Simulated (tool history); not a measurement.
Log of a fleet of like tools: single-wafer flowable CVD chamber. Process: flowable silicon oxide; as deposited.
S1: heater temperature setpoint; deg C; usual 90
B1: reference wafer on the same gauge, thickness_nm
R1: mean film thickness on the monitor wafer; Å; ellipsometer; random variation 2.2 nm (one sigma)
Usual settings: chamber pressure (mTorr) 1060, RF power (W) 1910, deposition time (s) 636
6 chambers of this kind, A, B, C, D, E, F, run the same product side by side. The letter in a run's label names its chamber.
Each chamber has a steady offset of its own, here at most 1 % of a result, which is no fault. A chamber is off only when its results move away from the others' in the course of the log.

Run 1D, hour 10.1: usual settings; B1 806.69. Result: R1 7625.4 Å.
Run 2E, hour 18.6: usual settings; B1 805.69. Result: R1 7508.2 Å.
Run 3B, hour 33.8: usual settings; B1 805.15. Result: R1 7572.6 Å.
Run 4C, hour 48: usual settings; B1 806.42. Result: R1 7560.7 Å.
Run 5A, hour 55.3: usual settings but S1 99 deg C; B1 806.13. Result: R1 5670.3 Å.
Run 6F, hour 67.4: usual settings but S1 99 deg C; B1 806.17. Result: R1 5558.5 Å.
Run 7A, hour 77.5: usual settings but S1 99 deg C; B1 806.35. Result: R1 5629.4 Å.
Run 8B, hour 90.5: usual settings but S1 99 deg C; B1 806.33. Result: R1 5578.8 Å.
Run 9C, hour 105.4: usual settings but S1 99 deg C; B1 806.13. Result: R1 5596.5 Å.
Run 10F, hour 118.6: usual settings but S1 99 deg C; B1 806.03. Result: R1 5580.2 Å.
Run 11E, hour 130.3: usual settings; B1 805.69. Result: R1 7498.5 Å.
Run 12D, hour 145.4: usual settings; B1 805.81. Result: R1 7631.2 Å.
At hour 150.5: chamber B: RF generator calibrated.
At hour 159.4: chamber B: capacitance manometer re-zeroed and calibrated.
Run 13D, hour 159.4: usual settings but chamber pressure (mTorr) 1180; B1 805.92. Result: R1 8567.6 Å.
Run 14A, hour 171.4: usual settings but chamber pressure (mTorr) 1180; B1 805.99. Result: R1 8591.2 Å.
Run 15F, hour 179.6: usual settings but chamber pressure (mTorr) 1180; B1 805.46. Result: R1 8436 Å.
Run 16C, hour 195.7: usual settings but chamber pressure (mTorr) 1180; B1 806.24. Result: R1 8500.2 Å.
Run 17E, hour 206.6: usual settings but chamber pressure (mTorr) 1180; B1 805.43. Result: R1 8441 Å.
Run 18B, hour 221.1: usual settings but chamber pressure (mTorr) 1180; B1 806.47. Result: R1 8694.6 Å.
Run 19C, hour 230.4: usual settings; B1 805.92. Result: R1 7578 Å.
Run 20A, hour 239.9: usual settings but chamber pressure (mTorr) 1280, RF power (W) 1795; B1 805.91. Result: R1 9282.8 Å.
Run 21D, hour 251.6: usual settings but chamber pressure (mTorr) 1280, RF power (W) 1795; B1 805.63. Result: R1 9209.3 Å.
Run 22B, hour 265.7: usual settings but chamber pressure (mTorr) 1280, RF power (W) 1795; B1 805.36. Result: R1 9358.3 Å.
Run 23E, hour 277: usual settings but chamber pressure (mTorr) 1280, RF power (W) 1795; B1 805.71. Result: R1 9084.9 Å.
Run 24F, hour 291.5: usual settings but chamber pressure (mTorr) 1280, RF power (W) 1795; B1 805.76. Result: R1 9088.6 Å.
Run 25D, hour 300.8: usual settings but chamber pressure (mTorr) 1280, RF power (W) 1795; B1 805.38. Result: R1 9241.4 Å.
Run 26B, hour 309.7: usual settings; B1 806.33. Result: R1 7740.3 Å.
Run 27F, hour 326.3: usual settings; B1 805.76. Result: R1 7444.2 Å.
Run 28A, hour 335.9: usual settings but RF power (W) 2170, deposition time (s) 516; B1 805.97. Result: R1 6317.5 Å.
Run 29E, hour 347.8: usual settings but RF power (W) 2170, deposition time (s) 516; B1 805.91. Result: R1 6234.7 Å.
Run 30C, hour 361.9: usual settings but RF power (W) 2170, deposition time (s) 516; B1 805.68. Result: R1 6300.4 Å.
Run 31E, hour 373.3: usual settings but RF power (W) 2170, deposition time (s) 516; B1 805.63. Result: R1 6255.1 Å.
Run 32D, hour 387.1: usual settings but RF power (W) 2170, deposition time (s) 516; B1 805.71. Result: R1 6342 Å.
Run 33A, hour 396: usual settings but RF power (W) 2170, deposition time (s) 516; B1 806.59. Result: R1 6351.3 Å.
Run 34B, hour 403.5: usual settings; B1 805.98. Result: R1 7682 Å.
Run 35F, hour 416.6: usual settings; B1 805.75. Result: R1 7511.2 Å.
Run 36C, hour 425.2: usual settings; B1 806.1. Result: R1 7567.6 Å.
Run 37E, hour 440.6: usual settings but deposition time (s) 523; B1 806.54. Result: R1 6166.6 Å.
Run 38F, hour 455.3: usual settings but deposition time (s) 523; B1 806.24. Result: R1 6157.1 Å.
Run 39B, hour 463.5: usual settings but deposition time (s) 523; B1 806.48. Result: R1 6354 Å.
Run 40C, hour 480.2: usual settings but deposition time (s) 523; B1 806.2. Result: R1 6209.6 Å.
Run 41D, hour 495.8: usual settings but deposition time (s) 523; B1 806.3. Result: R1 6281.9 Å.
Run 42A, hour 503.4: usual settings but deposition time (s) 523; B1 806.11. Result: R1 6241.9 Å.

Is one chamber off against the others, does the gauge drift, or is nothing wrong? If a chamber is off, say which, and what the likeliest cause is.

A service left chamber B off against the others.
Cause: true pressure above the setpoint (%) = 1.62.

Here are 4 candidates for chamber B's next run, each the usual settings with a change, their results left as question marks. Which one brings its results back in line with what the others give on the usual settings?
In line means no further than this from the other chambers' mean on the usual settings: R1 78 Å
Run 43B-1, hour 515.4: usual settings but chamber pressure (mTorr) 1040, RF power (W) 1905, deposition time (s) 628. Result: R1 ?.
Run 43B-2, hour 515.4: usual settings but deposition time (s) 660. Result: R1 ?.
Run 43B-3, hour 515.4: usual settings but RF power (W) 1915, deposition time (s) 647. Result: R1 ?.
Run 43B-4, hour 515.4: usual settings but chamber pressure (mTorr) 1050, deposition time (s) 632. Result: R1 ?.

The other chambers' mean on the usual settings: R1 7559.1 Å
  run      R1
43B-1  7441.7
43B-2  7996.5
43B-3  7843.6
43B-4  7575.3
43B-4 brings the chamber back in line.
